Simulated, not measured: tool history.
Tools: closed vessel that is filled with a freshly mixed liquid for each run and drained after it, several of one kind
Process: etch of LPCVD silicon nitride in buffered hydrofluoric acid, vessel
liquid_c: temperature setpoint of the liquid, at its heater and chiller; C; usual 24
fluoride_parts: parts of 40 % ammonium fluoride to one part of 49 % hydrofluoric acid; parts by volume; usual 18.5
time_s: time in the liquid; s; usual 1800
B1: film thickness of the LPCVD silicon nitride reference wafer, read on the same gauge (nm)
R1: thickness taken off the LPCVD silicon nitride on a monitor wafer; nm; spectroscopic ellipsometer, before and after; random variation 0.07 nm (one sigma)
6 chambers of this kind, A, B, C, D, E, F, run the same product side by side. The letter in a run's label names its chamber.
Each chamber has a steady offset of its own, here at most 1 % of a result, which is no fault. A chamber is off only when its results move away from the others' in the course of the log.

run 1F hour=11.9 | liquid_c=24 fluoride_parts=18.5 time_s=1800 | B1=150.01 | R1=13.1560
run 2E hour=18.4 | liquid_c=24 fluoride_parts=18.5 time_s=1800 | B1=150.00 | R1=13.0580
run 3B hour=26.8 | liquid_c=24 fluoride_parts=18.5 time_s=1800 | B1=150.02 | R1=13.0910
run 4A hour=33.6 | liquid_c=24 fluoride_parts=18.5 time_s=1800 | B1=149.99 | R1=13.2630
run 5C hour=43.8 | liquid_c=24 fluoride_parts=18.5 time_s=1800 | B1=149.99 | R1=13.0990
-- hour=45.8 chamber D: hydrofluoric acid flow meter replaced
run 6D hour=54.3 | liquid_c=24 fluoride_parts=18.5 time_s=1800 | B1=150.00 | R1=13.2050
run 7D hour=66.9 | liquid_c=24 fluoride_parts=18.5 time_s=1800 | B1=150.05 | R1=13.1260
run 8E hour=74.1 | liquid_c=24 fluoride_parts=18.5 time_s=1800 | B1=150.00 | R1=12.9520
run 9C hour=82.5 | liquid_c=24 fluoride_parts=11.0 time_s=1800 | B1=149.99 | R1=21.7750
run 10A hour=95.5 | liquid_c=24 fluoride_parts=11.0 time_s=1800 | B1=149.97 | R1=21.8350
run 11B hour=106.5 | liquid_c=24 fluoride_parts=11.0 time_s=1800 | B1=149.97 | R1=22.0010
run 12F hour=116.9 | liquid_c=24 fluoride_parts=11.0 time_s=1800 | B1=149.99 | R1=21.7780
-- hour=125.3 chamber C: hydrofluoric acid flow meter replaced
run 13E hour=128.7 | liquid_c=24 fluoride_parts=11.0 time_s=1800 | B1=150.02 | R1=21.5300
run 14F hour=141.5 | liquid_c=24 fluoride_parts=11.0 time_s=1800 | B1=150.00 | R1=21.7070
run 15A hour=150.2 | liquid_c=24 fluoride_parts=18.5 time_s=1800 | B1=150.00 | R1=13.2500
run 16D hour=159.5 | liquid_c=24 fluoride_parts=12.5 time_s=1800 | B1=150.01 | R1=19.3700
run 17C hour=168.2 | liquid_c=24 fluoride_parts=12.5 time_s=1800 | B1=150.01 | R1=19.3100
run 18B hour=182.0 | liquid_c=24 fluoride_parts=12.5 time_s=1800 | B1=149.97 | R1=19.2810
run 19A hour=192.3 | liquid_c=24 fluoride_parts=12.5 time_s=1800 | B1=150.01 | R1=19.4080
run 20E hour=199.9 | liquid_c=24 fluoride_parts=12.5 time_s=1800 | B1=149.99 | R1=19.0790
run 21B hour=207.9 | liquid_c=24 fluoride_parts=12.5 time_s=1800 | B1=149.99 | R1=19.4770
run 22F hour=215.1 | liquid_c=26 fluoride_parts=18.5 time_s=750 | B1=150.03 | R1=6.0824
-- hour=218.9 chamber A: hydrofluoric acid flow meter replaced
run 23C hour=229.7 | liquid_c=26 fluoride_parts=18.5 time_s=750 | B1=150.03 | R1=6.1401
run 24D hour=240.1 | liquid_c=26 fluoride_parts=18.5 time_s=750 | B1=150.03 | R1=6.1163
run 25D hour=246.8 | liquid_c=26 fluoride_parts=18.5 time_s=750 | B1=149.97 | R1=6.0919
run 26C hour=260.6 | liquid_c=26 fluoride_parts=18.5 time_s=750 | B1=150.03 | R1=6.1228
run 27B hour=272.7 | liquid_c=26 fluoride_parts=18.5 time_s=750 | B1=150.02 | R1=6.0748
run 28E hour=280.9 | liquid_c=24 fluoride_parts=24.0 time_s=1800 | B1=150.00 | R1=10.5530
-- hour=288.8 chamber B: hydrofluoric acid flow meter replaced
run 29F hour=292.4 | liquid_c=24 fluoride_parts=24.0 time_s=1800 | B1=149.99 | R1=10.7030
run 30A hour=305.1 | liquid_c=24 fluoride_parts=24.0 time_s=1800 | B1=149.98 | R1=10.7980
run 31F hour=312.2 | liquid_c=24 fluoride_parts=24.0 time_s=1800 | B1=149.99 | R1=10.6910
run 32B hour=319.8 | liquid_c=24 fluoride_parts=24.0 time_s=1800 | B1=150.00 | R1=10.6770
run 33A hour=327.0 | liquid_c=24 fluoride_parts=24.0 time_s=1800 | B1=150.02 | R1=10.6760
run 34D hour=341.0 | liquid_c=22 fluoride_parts=18.5 time_s=1800 | B1=150.00 | R1=11.9010
run 35C hour=350.1 | liquid_c=22 fluoride_parts=18.5 time_s=1800 | B1=149.98 | R1=11.9990
run 36E hour=356.5 | liquid_c=22 fluoride_parts=18.5 time_s=1800 | B1=149.99 | R1=11.5620
-- hour=359.4 chamber F: hydrofluoric acid flow meter replaced
run 37B hour=368.6 | liquid_c=22 fluoride_parts=18.5 time_s=1800 | B1=149.98 | R1=11.6890
run 38F hour=376.5 | liquid_c=22 fluoride_parts=18.5 time_s=1800 | B1=149.98 | R1=11.7680
run 39C hour=386.2 | liquid_c=22 fluoride_parts=18.5 time_s=1800 | B1=150.02 | R1=12.0830
run 40E hour=396.0 | liquid_c=24 fluoride_parts=18.5 time_s=1800 | B1=150.02 | R1=13.0350
run 41A hour=405.3 | liquid_c=24 fluoride_parts=18.5 time_s=1800 | B1=150.02 | R1=13.2010
run 42D hour=411.8 | liquid_c=24 fluoride_parts=18.5 time_s=1800 | B1=150.01 | R1=13.1600

All 6 chambers run these settings next. Forecast each chamber's results:
run 43A hour=422.4 | liquid_c=24 fluoride_parts=15.5 time_s=1800 | R1=?
run 43B hour=422.4 | liquid_c=24 fluoride_parts=15.5 time_s=1800 | R1=?
run 43C hour=422.4 | liquid_c=24 fluoride_parts=15.5 time_s=1800 | R1=?
run 43D hour=422.4 | liquid_c=24 fluoride_parts=15.5 time_s=1800 | R1=?
run 43E hour=422.4 | liquid_c=24 fluoride_parts=15.5 time_s=1800 | R1=?
run 43F hour=422.4 | liquid_c=24 fluoride_parts=15.5 time_s=1800 | R1=?

run=43A R1=15.6980
run=43B R1=15.5570
run=43C R1=16.1410
run=43D R1=15.6930
run=43E R1=15.3400
run=43F R1=15.6410

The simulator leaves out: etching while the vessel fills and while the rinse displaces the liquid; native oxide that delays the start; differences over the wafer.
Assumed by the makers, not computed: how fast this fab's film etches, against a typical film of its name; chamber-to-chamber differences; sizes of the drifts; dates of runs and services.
